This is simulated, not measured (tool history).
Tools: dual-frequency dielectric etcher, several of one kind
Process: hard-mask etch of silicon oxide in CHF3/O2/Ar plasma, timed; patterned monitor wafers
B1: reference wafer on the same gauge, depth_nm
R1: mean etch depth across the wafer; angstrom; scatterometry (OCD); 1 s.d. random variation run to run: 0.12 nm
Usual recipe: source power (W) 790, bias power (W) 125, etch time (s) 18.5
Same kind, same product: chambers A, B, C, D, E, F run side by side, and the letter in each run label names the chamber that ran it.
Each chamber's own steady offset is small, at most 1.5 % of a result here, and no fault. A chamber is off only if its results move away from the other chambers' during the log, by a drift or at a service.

run 1B hour=5 | source_power_(W)=790 bias_power_(W)=125 etch_time_(s)=18.5 | B1=31.385 | R1=363.63
run 2C hour=9.6 | source_power_(W)=790 bias_power_(W)=125 etch_time_(s)=18.5 | B1=31.383 | R1=362.04
run 3D hour=12.2 | source_power_(W)=790 bias_power_(W)=125 etch_time_(s)=18.5 | B1=31.398 | R1=367.01
run 4F hour=15.6 | source_power_(W)=790 bias_power_(W)=125 etch_time_(s)=18.5 | B1=31.379 | R1=364.91
run 5E hour=20.6 | source_power_(W)=790 bias_power_(W)=125 etch_time_(s)=18.5 | B1=31.411 | R1=361.13
run 6A hour=24.3 | source_power_(W)=790 bias_power_(W)=125 etch_time_(s)=18.5 | B1=31.424 | R1=363.93
run 7E hour=27.8 | source_power_(W)=600 bias_power_(W)=125 etch_time_(s)=22 | B1=31.385 | R1=388.66
run 8A hour=32.4 | source_power_(W)=600 bias_power_(W)=125 etch_time_(s)=22 | B1=31.386 | R1=386.89
run 9C hour=37.2 | source_power_(W)=600 bias_power_(W)=125 etch_time_(s)=22 | B1=31.389 | R1=386.42
run 10B hour=42.1 | source_power_(W)=600 bias_power_(W)=125 etch_time_(s)=22 | B1=31.404 | R1=389.79
-- hour=44.1 chamber C: wet clean of the chamber
run 11D hour=44.5 | source_power_(W)=600 bias_power_(W)=125 etch_time_(s)=22 | B1=31.38 | R1=391.6
run 12F hour=47.5 | source_power_(W)=600 bias_power_(W)=125 etch_time_(s)=22 | B1=31.391 | R1=386.15
-- hour=48.5 chamber A: wet clean of the chamber
run 13A hour=50.8 | source_power_(W)=790 bias_power_(W)=125 etch_time_(s)=21 | B1=31.38 | R1=413.96
run 14E hour=54.2 | source_power_(W)=790 bias_power_(W)=125 etch_time_(s)=21 | B1=31.388 | R1=410.47
run 15C hour=58.7 | source_power_(W)=790 bias_power_(W)=125 etch_time_(s)=21 | B1=31.401 | R1=412.35
run 16F hour=61.2 | source_power_(W)=790 bias_power_(W)=125 etch_time_(s)=21 | B1=31.401 | R1=412.07
run 17D hour=64.4 | source_power_(W)=790 bias_power_(W)=125 etch_time_(s)=21 | B1=31.394 | R1=414.66
-- hour=68.4 chamber D: wet clean of the chamber
run 18B hour=69 | source_power_(W)=790 bias_power_(W)=125 etch_time_(s)=21 | B1=31.436 | R1=410.88
run 19B hour=73.7 | source_power_(W)=790 bias_power_(W)=125 etch_time_(s)=18.5 | B1=31.38 | R1=362.95
run 20F hour=78.3 | source_power_(W)=790 bias_power_(W)=125 etch_time_(s)=18.5 | B1=31.419 | R1=364.24
run 21E hour=80.8 | source_power_(W)=790 bias_power_(W)=125 etch_time_(s)=18.5 | B1=31.39 | R1=362.47
run 22C hour=85.1 | source_power_(W)=790 bias_power_(W)=125 etch_time_(s)=18.5 | B1=31.406 | R1=362.52
run 23D hour=89.8 | source_power_(W)=790 bias_power_(W)=125 etch_time_(s)=18.5 | B1=31.416 | R1=352.06
run 24A hour=94 | source_power_(W)=790 bias_power_(W)=125 etch_time_(s)=18.5 | B1=31.403 | R1=364.03
run 25F hour=97.2 | source_power_(W)=790 bias_power_(W)=125 etch_time_(s)=18.5 | B1=31.366 | R1=365.5
run 26A hour=99.7 | source_power_(W)=790 bias_power_(W)=104 etch_time_(s)=13 | B1=31.394 | R1=241.27
run 27D hour=104.2 | source_power_(W)=790 bias_power_(W)=104 etch_time_(s)=13 | B1=31.422 | R1=235.3
run 28C hour=108.8 | source_power_(W)=790 bias_power_(W)=104 etch_time_(s)=13 | B1=31.415 | R1=241.27
run 29E hour=113.1 | source_power_(W)=790 bias_power_(W)=104 etch_time_(s)=13 | B1=31.403 | R1=239.99
run 30B hour=116.5 | source_power_(W)=790 bias_power_(W)=104 etch_time_(s)=13 | B1=31.393 | R1=241.35
run 31C hour=120.5 | source_power_(W)=790 bias_power_(W)=104 etch_time_(s)=13 | B1=31.418 | R1=242.28
run 32A hour=124.3 | source_power_(W)=790 bias_power_(W)=125 etch_time_(s)=18.5 | B1=31.381 | R1=364.79
-- hour=128.9 chamber E: bias power generator calibrated
run 33E hour=129 | source_power_(W)=790 bias_power_(W)=125 etch_time_(s)=18.5 | B1=31.408 | R1=361.84
run 34B hour=131.8 | source_power_(W)=790 bias_power_(W)=125 etch_time_(s)=18.5 | B1=31.403 | R1=363.03
run 35F hour=137 | source_power_(W)=790 bias_power_(W)=125 etch_time_(s)=18.5 | B1=31.381 | R1=361.88
run 36D hour=140.1 | source_power_(W)=790 bias_power_(W)=125 etch_time_(s)=18.5 | B1=31.415 | R1=352.35
run 37D hour=143.9 | source_power_(W)=640 bias_power_(W)=102 etch_time_(s)=18.5 | B1=31.43 | R1=303.77

Does one chamber stand apart from the rest, does the shared gauge drift, or is all well apart from small per-chamber offsets? Give the chamber and the most likely cause, where there is one.

After it was serviced, chamber D no longer matches the other chambers.
Cause: etch rate under this chamber's usual, % = 4.06.

Here are 4 candidates for chamber D's next run, each the usual settings with a change, their results left as question marks. Which one brings its results back in line with what the others give on the usual settings?
To be in line, a result may differ from the other chambers' mean on the usual settings by at most: R1 4.3 angstrom
run 38D-1 hour=147.7 | source_power_(W)=780 bias_power_(W)=124 etch_time_(s)=17.5 | R1=?
run 38D-2 hour=147.7 | source_power_(W)=880 bias_power_(W)=135 etch_time_(s)=18.5 | R1=?
run 38D-3 hour=147.7 | source_power_(W)=790 bias_power_(W)=125 etch_time_(s)=19 | R1=?
run 38D-4 hour=147.7 | source_power_(W)=790 bias_power_(W)=124 etch_time_(s)=18 | R1=?

Usual-settings mean across the other chambers: R1 362.99 angstrom
run=38D-1 R1=331.09
run=38D-2 R1=376.44
run=38D-3 R1=362.14
run=38D-4 R1=342.26
The right change is 38D-3: it brings the chamber back within the allowed miss of the others.
